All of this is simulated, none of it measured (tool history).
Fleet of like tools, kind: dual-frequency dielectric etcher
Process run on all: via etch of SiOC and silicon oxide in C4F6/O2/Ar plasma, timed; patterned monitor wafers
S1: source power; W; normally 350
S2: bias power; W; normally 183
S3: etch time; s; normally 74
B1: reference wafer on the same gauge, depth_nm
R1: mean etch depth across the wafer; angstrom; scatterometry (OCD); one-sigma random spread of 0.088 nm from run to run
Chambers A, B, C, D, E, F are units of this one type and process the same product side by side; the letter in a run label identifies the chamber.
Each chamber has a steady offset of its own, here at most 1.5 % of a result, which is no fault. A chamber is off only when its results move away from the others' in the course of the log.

run   hour   S1   S2    S3      B1      R1
 1D    4.3  350  183    74  92.399  799.52
 2B      7  350  183    74  92.414  794.16
 3A      9  350  183    74  92.427  805.17
 4E   13.2  350  183    74  92.423  803.64
 5F   15.5  280  216    74  92.456  772.85
 6C   18.3  280  216    74   92.44  766.44
      19.3  -- chamber A: wet clean of the chamber
 7D   21.2  280  216    74  92.455  775.27
 8C   23.6  280  216    74  92.472  766.16
 9E   26.3  280  216    74  92.494  777.83
10A   28.9  280  216    74   92.51  781.38
11B   32.1  350  183    74   92.51  794.94
      34.4  -- chamber B: wet clean of the chamber
12F   34.9  350  183    74  92.521  798.01
13D   38.7  350  183    74  92.523  799.99
14C   41.1  350  183    74  92.523  788.53
15E   44.7  350  183    74  92.572  805.13
16A   46.9  350  183    74  92.567  804.17
17F   50.3  350  183    74  92.561  798.33
18B   52.6  280  157    74  92.568  693.64
19C   56.4  280  157    74  92.578  687.83
20F     60  280  157    74   92.58  695.29
21A   63.4  280  157    74  92.606  703.91
22B   65.7  280  157    74    92.6  693.81
23E   68.2  280  157    74  92.637  700.87
24D   70.3  350  183    74  92.606  798.41
25D   74.4  350  183  61.5  92.647  663.77
26B   77.2  350  183  61.5  92.656  659.91
27F   79.6  350  183  61.5  92.652     664
28E     82  350  183  61.5  92.652  670.11
29A   85.2  350  183  61.5  92.709  670.01
30C   89.1  350  183  61.5  92.671   656.1
31A   92.9  350  183    74  92.683  807.62
32E   95.4  350  183    74  92.701  807.37
33B   99.1  350  183    74  92.675  797.12
34D  102.6  350  183    74  92.754  800.19
35C  105.3  350  183    74  92.751  789.73
36F  107.9  350  183    74  92.757  799.55
37E  110.2  350  183    74  92.728  807.93
38A    114  300  183    56  92.778  576.06
39F  117.6  300  183    56  92.795  570.25
40B  120.2  300  183    56   92.78  567.24
41D  122.1  300  183    56  92.767  571.64
42C  124.6  300  183    56  92.785  564.14
43B  128.2  300  183    56  92.821  567.87

Does one chamber stand apart from the rest, does the shared gauge drift, or is all well apart from small per-chamber offsets? Give the chamber and the most likely cause, where there is one.

No chamber is off; the gauge reading every chamber's wafers drifts, which makes the whole fleet appear to move together.
Likeliest cause: gauge reads high (%) = 0.45.
